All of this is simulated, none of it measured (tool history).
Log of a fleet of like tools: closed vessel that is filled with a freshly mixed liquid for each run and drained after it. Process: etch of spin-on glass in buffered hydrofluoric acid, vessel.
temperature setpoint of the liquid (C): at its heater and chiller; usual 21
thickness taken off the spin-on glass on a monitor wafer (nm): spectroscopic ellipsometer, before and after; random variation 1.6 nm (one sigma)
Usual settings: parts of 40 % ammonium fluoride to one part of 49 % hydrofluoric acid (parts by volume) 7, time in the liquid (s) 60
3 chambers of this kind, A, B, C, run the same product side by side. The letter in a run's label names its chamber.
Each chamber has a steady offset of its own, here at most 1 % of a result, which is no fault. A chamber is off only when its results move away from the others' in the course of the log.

| run | day | temperature setpoint of the liquid (C) | parts of 40 % ammonium fluoride to one part of 49 % hydrofluoric acid (parts by volume) | time in the liquid (s) | read-back film thickness of the spin-on glass reference wafer, read on the same gauge (nm) | thickness taken off the spin-on glass on a monitor wafer (nm) |
|---|---|---|---|---|---|---|
| 1A | 0.154 | 21 | 7 | 60 | 140 | 327.86 |
| 2B | 0.275 | 21 | 7 | 60 | 139.99 | 325.68 |
| 3C | 0.458 | 21 | 7 | 60 | 140.01 | 324.33 |
| 4B | 0.621 | 21 | 7 | 60 | 140 | 324.96 |
| 5A | 0.767 | 21 | 7 | 60 | 139.99 | 328.17 |
| 6C | 0.875 | 21 | 9.5 | 75 | 140.01 | 300.27 |
| 7C | 1.029 | 21 | 9.5 | 75 | 140.02 | 300.8 |
| 8B | 1.188 | 21 | 9.5 | 75 | 140.01 | 295.75 |
| 9A | 1.329 | 21 | 7 | 60 | 139.99 | 324.13 |
| 10A | 1.462 | 21 | 7 | 60 | 140 | 326.93 |
| 11C | 1.621 | 21 | 7 | 60 | 140 | 326.91 |
| 12B | 1.804 | 21 | 7 | 60 | 140.02 | 315.83 |
| 13A | 1.896 | 18.5 | 7 | 45 | 139.99 | 212.91 |
| 14C | 1.983 | 18.5 | 7 | 45 | 140.01 | 212.24 |
| 15B | 2.121 | 18.5 | 7 | 45 | 140.01 | 204.44 |
| 16C | 2.271 | 21 | 8 | 60 | 140.02 | 281.95 |
| 17B | 2.371 | 21 | 8 | 60 | 140.01 | 268.85 |
| 18A | 2.521 | 21 | 8 | 60 | 140.01 | 281.12 |
| 19C | 2.667 | 17 | 7 | 60 | 140 | 261 |
| 20A | 2.842 | 17 | 7 | 60 | 140 | 257.54 |

Next, every chamber runs the same settings. What will each give?
| 21A | 2.975 | 18.5 | 7 | 60 |  | ? |
| 21B | 2.975 | 18.5 | 7 | 60 |  | ? |
| 21C | 2.975 | 18.5 | 7 | 60 |  | ? |

| run | thickness taken off the spin-on glass on a monitor wafer (nm) |
|---|---|
| 21A | 281.67 |
| 21B | 266.8 |
| 21C | 284.24 |
